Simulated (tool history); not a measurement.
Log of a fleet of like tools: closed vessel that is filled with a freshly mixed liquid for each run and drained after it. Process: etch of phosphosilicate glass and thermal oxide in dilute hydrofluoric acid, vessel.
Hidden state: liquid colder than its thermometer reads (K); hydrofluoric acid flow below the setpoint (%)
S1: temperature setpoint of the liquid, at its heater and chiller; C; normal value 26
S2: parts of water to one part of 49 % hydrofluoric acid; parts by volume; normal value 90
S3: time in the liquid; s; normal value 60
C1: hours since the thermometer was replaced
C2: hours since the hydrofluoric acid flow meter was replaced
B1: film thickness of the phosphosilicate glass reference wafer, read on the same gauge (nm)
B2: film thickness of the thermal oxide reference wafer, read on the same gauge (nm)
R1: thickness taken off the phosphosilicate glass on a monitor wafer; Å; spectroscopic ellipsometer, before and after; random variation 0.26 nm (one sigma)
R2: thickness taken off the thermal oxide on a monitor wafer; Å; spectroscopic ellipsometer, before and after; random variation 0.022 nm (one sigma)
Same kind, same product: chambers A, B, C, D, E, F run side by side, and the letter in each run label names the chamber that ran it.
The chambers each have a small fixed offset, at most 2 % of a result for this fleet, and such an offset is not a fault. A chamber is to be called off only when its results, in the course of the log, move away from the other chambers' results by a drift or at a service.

run 1D day=0.208 | S1=26 S2=90 S3=60 | C1=362.9 C2=161.1 | B1=109.99 B2=60.023 | R1=730.03 R2=35.658
run 2F day=0.538 | S1=26 S2=90 S3=60 | C1=1283.3 C2=870.9 | B1=110.04 B2=59.982 | R1=763.51 R2=35.67
run 3C day=1.004 | S1=26 S2=90 S3=60 | C1=1460.4 C2=613.8 | B1=109.96 B2=60 | R1=747.77 R2=35.208
run 4E day=1.304 | S1=26 S2=90 S3=60 | C1=295.8 C2=665.6 | B1=110 B2=60.001 | R1=748.2 R2=35.558
run 5A day=1.688 | S1=26 S2=90 S3=60 | C1=959.3 C2=889.2 | B1=110.01 B2=60.013 | R1=752.34 R2=35.587
-- day=1.712 chamber C: hydrofluoric acid flow meter replaced
run 6B day=1.988 | S1=26 S2=90 S3=60 | C1=217.6 C2=201 | B1=110.01 B2=59.995 | R1=748.29 R2=35.581
run 7D day=2.375 | S1=26 S2=90 S3=30 | C1=414.9 C2=213.1 | B1=110 B2=60.002 | R1=367.5 R2=17.694
run 8E day=2.808 | S1=26 S2=90 S3=30 | C1=331.9 C2=701.7 | B1=109.97 B2=59.983 | R1=371.07 R2=17.826
run 9C day=3.083 | S1=26 S2=90 S3=30 | C1=1510.3 C2=32.9 | B1=109.97 B2=59.975 | R1=374.11 R2=17.816
run 10B day=3.467 | S1=26 S2=90 S3=30 | C1=253.1 C2=236.5 | B1=109.98 B2=60.014 | R1=372.27 R2=17.708
run 11A day=3.817 | S1=26 S2=90 S3=30 | C1=1010.4 C2=940.3 | B1=110.02 B2=60.018 | R1=375 R2=17.907
run 12F day=4.125 | S1=26 S2=90 S3=30 | C1=1369.4 C2=957 | B1=110 B2=59.99 | R1=380.08 R2=18.074
run 13A day=4.354 | S1=26 S2=90 S3=60 | C1=1023.3 C2=953.2 | B1=110 B2=60.009 | R1=749.21 R2=35.32
run 14C day=4.583 | S1=26 S2=90 S3=60 | C1=1546.3 C2=68.9 | B1=110.02 B2=60.003 | R1=745.28 R2=35.584
run 15F day=4.829 | S1=26 S2=90 S3=85 | C1=1386.3 C2=973.9 | B1=110.01 B2=59.992 | R1=1069 R2=50.752
run 16E day=5.054 | S1=26 S2=90 S3=85 | C1=385.8 C2=755.6 | B1=109.98 B2=60.015 | R1=1057.4 R2=50.718
-- day=5.279 chamber C: thermometer replaced
run 17B day=5.467 | S1=26 S2=90 S3=85 | C1=301.1 C2=284.5 | B1=109.98 B2=60.012 | R1=1058.8 R2=50.821
run 18D day=5.717 | S1=26 S2=90 S3=85 | C1=495.1 C2=293.3 | B1=110 B2=59.991 | R1=1043.6 R2=50.348
run 19C day=5.988 | S1=26 S2=90 S3=85 | C1=17.1 C2=102.6 | B1=110 B2=59.992 | R1=1062.6 R2=50.297
run 20B day=6.321 | S1=26 S2=90 S3=85 | C1=321.6 C2=305 | B1=109.98 B2=60.02 | R1=1053.1 R2=50.72
run 21F day=6.721 | S1=26 S2=90 S3=60 | C1=1431.7 C2=1019.3 | B1=109.99 B2=59.985 | R1=764.25 R2=36.067
run 22E day=7.025 | S1=26 S2=90 S3=60 | C1=433.1 C2=802.9 | B1=110 B2=59.993 | R1=749.74 R2=35.667
run 23D day=7.4 | S1=26 S2=90 S3=60 | C1=535.5 C2=333.7 | B1=109.99 B2=60.006 | R1=731.67 R2=35.521
run 24A day=7.854 | S1=26 S2=90 S3=60 | C1=1107.3 C2=1037.2 | B1=110 B2=60.01 | R1=750.51 R2=35.5
run 25B day=8.254 | S1=26 S2=90 S3=60 | C1=368 C2=351.4 | B1=110.02 B2=60.014 | R1=744.98 R2=36.343
run 26A day=8.675 | S1=26 S2=60 S3=60 | C1=1127 C2=1056.9 | B1=110 B2=59.992 | R1=1178.1 R2=56.015
run 27D day=9.15 | S1=26 S2=60 S3=60 | C1=577.5 C2=375.7 | B1=110.01 B2=59.987 | R1=1151.2 R2=55.625
run 28C day=9.429 | S1=26 S2=60 S3=60 | C1=99.7 C2=185.2 | B1=110 B2=60.006 | R1=1162.5 R2=55.318
run 29E day=9.9 | S1=26 S2=60 S3=60 | C1=502.1 C2=871.9 | B1=109.99 B2=59.997 | R1=1171.3 R2=56.829
-- day=10.312 chamber A: hydrofluoric acid flow meter replaced
run 30F day=10.379 | S1=26 S2=60 S3=60 | C1=1519.5 C2=1107.1 | B1=109.99 B2=59.997 | R1=1196.1 R2=56.447
run 31B day=10.658 | S1=26 S2=60 S3=60 | C1=425.7 C2=409.1 | B1=109.98 B2=59.994 | R1=1176 R2=56.671
run 32C day=10.975 | S1=26 S2=90 S3=60 | C1=136.8 C2=222.3 | B1=109.97 B2=59.988 | R1=745 R2=35.578
run 33E day=11.396 | S1=26 S2=90 S3=60 | C1=538 C2=907.8 | B1=110.02 B2=60.006 | R1=740.76 R2=35.536
run 34D day=11.638 | S1=26 S2=90 S3=60 | C1=637.2 C2=435.4 | B1=109.99 B2=59.994 | R1=736.96 R2=35.81
run 35F day=12.096 | S1=26 S2=90 S3=60 | C1=1560.7 C2=1148.3 | B1=109.99 B2=59.994 | R1=755.17 R2=35.685
run 36A day=12.388 | S1=26 S2=90 S3=60 | C1=1216.1 C2=49.8 | B1=109.98 B2=60.007 | R1=749.22 R2=35.444
run 37F day=12.825 | S1=26 S2=90 S3=60 | C1=1578.2 C2=1165.8 | B1=109.98 B2=59.994 | R1=756.51 R2=35.661
run 38E day=13.079 | S1=26 S2=90 S3=60 | C1=578.4 C2=948.2 | B1=109.99 B2=60.005 | R1=744.77 R2=35.765
run 39C day=13.525 | S1=26 S2=90 S3=60 | C1=198 C2=283.5 | B1=110.01 B2=60.009 | R1=749.34 R2=35.968
run 40B day=13.775 | S1=26 S2=90 S3=60 | C1=500.5 C2=483.9 | B1=109.99 B2=59.995 | R1=748.3 R2=35.55

The same settings go to every chamber for the next run, one line per chamber below. Forecast the results for each:
run 41A day=14.121 | S1=26 S2=75 S3=60 | R1=? R2=?
run 41B day=14.121 | S1=26 S2=75 S3=60 | R1=? R2=?
run 41C day=14.121 | S1=26 S2=75 S3=60 | R1=? R2=?
run 41D day=14.121 | S1=26 S2=75 S3=60 | R1=? R2=?
run 41E day=14.121 | S1=26 S2=75 S3=60 | R1=? R2=?
run 41F day=14.121 | S1=26 S2=75 S3=60 | R1=? R2=?

run=41A R1=908.97 R2=44.057
run=41B R1=922.22 R2=43.933
run=41C R1=911.23 R2=43.807
run=41D R1=902.19 R2=43.656
run=41E R1=919.21 R2=43.682
run=41F R1=929.61 R2=43.56
